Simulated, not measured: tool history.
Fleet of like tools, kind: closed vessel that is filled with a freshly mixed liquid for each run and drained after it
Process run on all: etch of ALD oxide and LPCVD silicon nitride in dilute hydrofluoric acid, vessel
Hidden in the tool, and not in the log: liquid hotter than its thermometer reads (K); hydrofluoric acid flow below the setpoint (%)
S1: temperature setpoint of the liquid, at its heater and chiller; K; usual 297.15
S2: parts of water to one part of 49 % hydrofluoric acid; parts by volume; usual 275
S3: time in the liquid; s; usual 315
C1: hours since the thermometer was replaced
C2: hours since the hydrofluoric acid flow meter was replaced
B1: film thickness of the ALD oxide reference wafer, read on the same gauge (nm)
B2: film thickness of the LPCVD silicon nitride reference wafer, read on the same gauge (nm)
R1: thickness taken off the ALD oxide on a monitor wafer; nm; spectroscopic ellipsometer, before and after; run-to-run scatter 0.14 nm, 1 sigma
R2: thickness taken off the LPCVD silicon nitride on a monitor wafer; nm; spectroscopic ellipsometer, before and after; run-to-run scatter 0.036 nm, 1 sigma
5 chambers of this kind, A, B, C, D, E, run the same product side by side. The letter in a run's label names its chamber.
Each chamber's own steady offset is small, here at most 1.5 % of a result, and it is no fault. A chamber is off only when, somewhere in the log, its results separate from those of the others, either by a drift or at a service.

run	hour	S1	S2	S3	C1	C2	B1	B2	R1	R2
1D	3.8	297.15	275	315	665.8	413.4	110.01	39.976	25.721	0.58388
2A	8.7	297.15	275	315	309.6	254.6	110.02	40.024	25.119	0.62730
3C	16.6	297.15	275	315	899.6	1573.5	109.98	39.989	25.205	0.59021
4E	23.6	297.15	275	315	2553.2	365.8	110.02	39.980	25.293	0.58283
5B	29.3	297.15	275	315	886.7	1940.2	109.95	40.031	25.399	0.62804
6E	33.5	297.15	275	315	2563.1	375.7	109.99	40.026	25.180	0.61194
7D	40.3	297.15	275	315	702.3	449.9	110.01	40.037	25.520	0.62050
8A	47.5	297.15	275	315	348.4	293.4	110.00	40.028	25.429	0.55045
9C	54.0	297.15	275	250	937.0	1610.9	110.01	39.990	19.984	0.49274
10B	60.6	297.15	275	250	918.0	1971.5	110.00	40.008	20.343	0.51731
11A	68.2	297.15	275	250	369.1	314.1	110.02	39.996	20.114	0.41212
12C	74.1	297.15	275	250	957.1	1631.0	109.98	39.986	20.005	0.52006
13D	81.0	297.15	275	250	743.0	490.6	109.97	40.009	20.284	0.44864
14B	86.3	297.15	275	315	943.7	1997.2	110.06	39.976	26.018	0.60890
15E	92.1	297.15	275	315	2621.7	434.3	110.01	39.936	25.231	0.62955
16D	98.5	297.15	275	315	760.5	508.1	110.01	40.004	25.451	0.62411
17A	102.1	297.15	275	315	403.0	348.0	110.02	39.981	25.588	0.62048
18E	106.4	297.15	275	315	2636.0	448.6	109.98	39.935	25.113	0.61186
19C	113.4	297.15	275	315	996.4	1670.3	110.02	40.006	25.322	0.62878
20B	120.3	297.15	275	315	977.7	2031.2	109.99	40.060	26.583	0.67465
21A	127.7	297.15	275	315	428.6	373.6	110.02	40.038	25.314	0.61437
22B	132.2	297.15	275	315	989.6	2043.1	110.00	40.029	26.788	0.64591
23D	137.0	297.15	410	315	799.0	546.6	109.99	39.998	15.045	0.37066
24E	142.4	297.15	410	315	2672.0	484.6	109.99	40.025	15.104	0.43484
25C	150.1	297.15	410	315	1033.1	1707.0	110.02	40.022	14.858	0.39916
26D	157.1	297.15	410	315	819.1	566.7	109.99	39.984	14.922	0.40573
27B	161.6	297.15	410	315	1019.0	2072.5	110.00	40.019	15.779	0.43706
28A	169.5	297.15	155	315	470.4	415.4	110.00	39.999	51.080	1.01090
29E	173.4	297.15	155	315	2703.0	515.6	109.97	40.018	50.119	1.10610
30C	180.0	297.15	155	315	1063.0	1736.9	109.97	39.971	50.880	1.00510
31D	186.6	297.15	155	315	848.6	596.2	110.00	39.995	52.104	1.05470
32C	190.7	297.15	155	315	1073.7	1747.6	110.03	39.988	50.729	1.07450
33E	197.1	299.65	275	200	2726.7	539.3	109.98	39.950	17.539	0.50509
34B	202.5	299.65	275	200	1059.9	2113.4	110.04	40.035	18.938	0.50620

All 5 chambers run these settings next. Forecast each chamber's results:
35A	208.2	297.15	275	315					?	?
35B	208.2	297.15	275	315					?	?
35C	208.2	297.15	275	315					?	?
35D	208.2	297.15	275	315					?	?
35E	208.2	297.15	275	315					?	?

run	R1	R2
35A	25.343	0.62381
35B	27.269	0.64124
35C	25.624	0.65431
35D	25.368	0.54403
35E	25.286	0.65308
